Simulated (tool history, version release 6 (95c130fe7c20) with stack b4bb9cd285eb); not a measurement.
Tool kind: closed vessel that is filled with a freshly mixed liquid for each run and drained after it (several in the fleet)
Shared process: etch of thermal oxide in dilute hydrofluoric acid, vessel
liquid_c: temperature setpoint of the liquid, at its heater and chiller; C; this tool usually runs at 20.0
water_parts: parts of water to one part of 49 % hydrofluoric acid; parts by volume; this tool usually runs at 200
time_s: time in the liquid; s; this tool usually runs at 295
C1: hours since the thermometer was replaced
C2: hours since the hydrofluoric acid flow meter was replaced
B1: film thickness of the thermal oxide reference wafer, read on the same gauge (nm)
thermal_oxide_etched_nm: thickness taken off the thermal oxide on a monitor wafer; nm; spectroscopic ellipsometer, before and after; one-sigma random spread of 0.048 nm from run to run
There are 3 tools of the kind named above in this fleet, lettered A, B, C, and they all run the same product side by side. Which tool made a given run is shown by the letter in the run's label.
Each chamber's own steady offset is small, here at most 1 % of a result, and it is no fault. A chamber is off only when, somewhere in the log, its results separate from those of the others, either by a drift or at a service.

{"run": "1C", "hour": 11.0, "liquid_c": 20.0, "water_parts": 200, "time_s": 295, "C1": 1703.0, "C2": 240.7, "B1": 150.0, "thermal_oxide_etched_nm": 5.3073}
{"run": "2A", "hour": 19.2, "liquid_c": 20.0, "water_parts": 200, "time_s": 295, "C1": 294.8, "C2": 545.4, "B1": 150.04, "thermal_oxide_etched_nm": 5.3395}
{"run": "3B", "hour": 26.6, "liquid_c": 20.0, "water_parts": 200, "time_s": 295, "C1": 656.7, "C2": 767.6, "B1": 149.97, "thermal_oxide_etched_nm": 5.259}
{"run": "4A", "hour": 32.9, "liquid_c": 20.0, "water_parts": 200, "time_s": 295, "C1": 308.5, "C2": 559.1, "B1": 150.02, "thermal_oxide_etched_nm": 5.2325}
{"run": "5C", "hour": 44.7, "liquid_c": 20.0, "water_parts": 200, "time_s": 295, "C1": 1736.7, "C2": 274.4, "B1": 149.99, "thermal_oxide_etched_nm": 5.2712}
{"run": "6B", "hour": 56.9, "liquid_c": 20.0, "water_parts": 200, "time_s": 295, "C1": 687.0, "C2": 797.9, "B1": 150.01, "thermal_oxide_etched_nm": 5.3935}
{"run": "7B", "hour": 69.7, "liquid_c": 20.0, "water_parts": 200, "time_s": 135, "C1": 699.8, "C2": 810.7, "B1": 150.0, "thermal_oxide_etched_nm": 2.4902}
{"run": "8C", "hour": 75.6, "liquid_c": 20.0, "water_parts": 200, "time_s": 135, "C1": 1767.6, "C2": 305.3, "B1": 150.02, "thermal_oxide_etched_nm": 2.4212}
{"run": "9A", "hour": 81.6, "liquid_c": 20.0, "water_parts": 200, "time_s": 135, "C1": 357.2, "C2": 607.8, "B1": 149.99, "thermal_oxide_etched_nm": 2.4444}
{"run": "10B", "hour": 91.2, "liquid_c": 20.0, "water_parts": 200, "time_s": 295, "C1": 721.3, "C2": 832.2, "B1": 149.98, "thermal_oxide_etched_nm": 5.3077}
{"run": "11A", "hour": 103.4, "liquid_c": 20.0, "water_parts": 200, "time_s": 295, "C1": 379.0, "C2": 629.6, "B1": 150.01, "thermal_oxide_etched_nm": 5.3402}
{"run": "12C", "hour": 114.9, "liquid_c": 20.0, "water_parts": 200, "time_s": 215, "C1": 1806.9, "C2": 344.6, "B1": 149.98, "thermal_oxide_etched_nm": 3.8606}
{"run": "13A", "hour": 122.0, "liquid_c": 20.0, "water_parts": 200, "time_s": 215, "C1": 397.6, "C2": 648.2, "B1": 149.99, "thermal_oxide_etched_nm": 3.8751}
{"run": "14C", "hour": 132.5, "liquid_c": 20.0, "water_parts": 200, "time_s": 215, "C1": 1824.5, "C2": 362.2, "B1": 149.99, "thermal_oxide_etched_nm": 3.9435}
{"run": "15B", "hour": 140.4, "liquid_c": 24.0, "water_parts": 170, "time_s": 295, "C1": 770.5, "C2": 881.4, "B1": 150.0, "thermal_oxide_etched_nm": 7.3314}
{"run": "16A", "hour": 150.0, "liquid_c": 24.0, "water_parts": 170, "time_s": 295, "C1": 425.6, "C2": 676.2, "B1": 150.01, "thermal_oxide_etched_nm": 7.4849}
{"hour": 151.8, "done": "chamber B: thermometer replaced"}
{"run": "17B", "hour": 160.2, "liquid_c": 24.0, "water_parts": 170, "time_s": 295, "C1": 8.4, "C2": 901.2, "B1": 150.01, "thermal_oxide_etched_nm": 7.2223}
{"run": "18C", "hour": 166.5, "liquid_c": 20.0, "water_parts": 200, "time_s": 295, "C1": 1858.5, "C2": 396.2, "B1": 149.98, "thermal_oxide_etched_nm": 5.3599}
{"run": "19B", "hour": 178.4, "liquid_c": 20.0, "water_parts": 200, "time_s": 295, "C1": 26.6, "C2": 919.4, "B1": 150.0, "thermal_oxide_etched_nm": 5.1089}
{"run": "20C", "hour": 185.3, "liquid_c": 20.0, "water_parts": 200, "time_s": 295, "C1": 1877.3, "C2": 415.0, "B1": 150.0, "thermal_oxide_etched_nm": 5.3771}
{"run": "21A", "hour": 195.7, "liquid_c": 22.5, "water_parts": 260, "time_s": 295, "C1": 471.3, "C2": 721.9, "B1": 149.97, "thermal_oxide_etched_nm": 4.2605}
{"hour": 203.5, "done": "chamber C: hydrofluoric acid flow meter replaced"}
{"run": "22A", "hour": 208.4, "liquid_c": 22.5, "water_parts": 260, "time_s": 295, "C1": 484.0, "C2": 734.6, "B1": 150.02, "thermal_oxide_etched_nm": 4.3084}
{"run": "23B", "hour": 218.1, "liquid_c": 22.5, "water_parts": 260, "time_s": 295, "C1": 66.3, "C2": 959.1, "B1": 150.01, "thermal_oxide_etched_nm": 3.9251}
{"run": "24C", "hour": 225.3, "liquid_c": 20.0, "water_parts": 200, "time_s": 295, "C1": 1917.3, "C2": 21.8, "B1": 150.01, "thermal_oxide_etched_nm": 5.3149}
{"run": "25A", "hour": 234.7, "liquid_c": 20.0, "water_parts": 115, "time_s": 295, "C1": 510.3, "C2": 760.9, "B1": 149.99, "thermal_oxide_etched_nm": 9.9961}
{"run": "26C", "hour": 241.4, "liquid_c": 20.0, "water_parts": 115, "time_s": 295, "C1": 1933.4, "C2": 37.9, "B1": 150.01, "thermal_oxide_etched_nm": 10.174}
{"run": "27B", "hour": 247.4, "liquid_c": 20.0, "water_parts": 115, "time_s": 295, "C1": 95.6, "C2": 988.4, "B1": 149.99, "thermal_oxide_etched_nm": 9.5811}
{"run": "28B", "hour": 256.7, "liquid_c": 20.0, "water_parts": 200, "time_s": 295, "C1": 104.9, "C2": 997.7, "B1": 150.0, "thermal_oxide_etched_nm": 4.8382}
{"run": "29A", "hour": 269.4, "liquid_c": 20.0, "water_parts": 200, "time_s": 295, "C1": 545.0, "C2": 795.6, "B1": 150.01, "thermal_oxide_etched_nm": 5.3973}
{"run": "30C", "hour": 277.7, "liquid_c": 20.0, "water_parts": 200, "time_s": 295, "C1": 1969.7, "C2": 74.2, "B1": 150.02, "thermal_oxide_etched_nm": 5.2929}
{"run": "31A", "hour": 288.3, "liquid_c": 20.0, "water_parts": 200, "time_s": 295, "C1": 563.9, "C2": 814.5, "B1": 150.01, "thermal_oxide_etched_nm": 5.2984}
{"run": "32C", "hour": 298.7, "liquid_c": 20.0, "water_parts": 200, "time_s": 295, "C1": 1990.7, "C2": 95.2, "B1": 149.98, "thermal_oxide_etched_nm": 5.3225}
{"run": "33B", "hour": 305.7, "liquid_c": 20.0, "water_parts": 200, "time_s": 295, "C1": 153.9, "C2": 1046.7, "B1": 150.0, "thermal_oxide_etched_nm": 4.8374}
{"hour": 308.7, "done": "chamber A: hydrofluoric acid flow meter replaced"}
{"run": "34C", "hour": 314.9, "liquid_c": 20.0, "water_parts": 200, "time_s": 295, "C1": 2006.9, "C2": 111.4, "B1": 149.99, "thermal_oxide_etched_nm": 5.3234}
{"run": "35A", "hour": 326.0, "liquid_c": 20.0, "water_parts": 200, "time_s": 295, "C1": 601.6, "C2": 17.4, "B1": 150.01, "thermal_oxide_etched_nm": 5.2588}
{"run": "36B", "hour": 339.2, "liquid_c": 20.0, "water_parts": 200, "time_s": 295, "C1": 187.4, "C2": 1080.2, "B1": 150.01, "thermal_oxide_etched_nm": 4.7308}

Next, every chamber runs the same settings. What will each give?
{"run": "37A", "hour": 348.7, "liquid_c": 20.0, "water_parts": 200, "time_s": 295, "thermal_oxide_etched_nm": "?"}
{"run": "37B", "hour": 348.7, "liquid_c": 20.0, "water_parts": 200, "time_s": 295, "thermal_oxide_etched_nm": "?"}
{"run": "37C", "hour": 348.7, "liquid_c": 20.0, "water_parts": 200, "time_s": 295, "thermal_oxide_etched_nm": "?"}

run=37A thermal_oxide_etched_nm=5.2986
run=37B thermal_oxide_etched_nm=4.7286
run=37C thermal_oxide_etched_nm=5.2791

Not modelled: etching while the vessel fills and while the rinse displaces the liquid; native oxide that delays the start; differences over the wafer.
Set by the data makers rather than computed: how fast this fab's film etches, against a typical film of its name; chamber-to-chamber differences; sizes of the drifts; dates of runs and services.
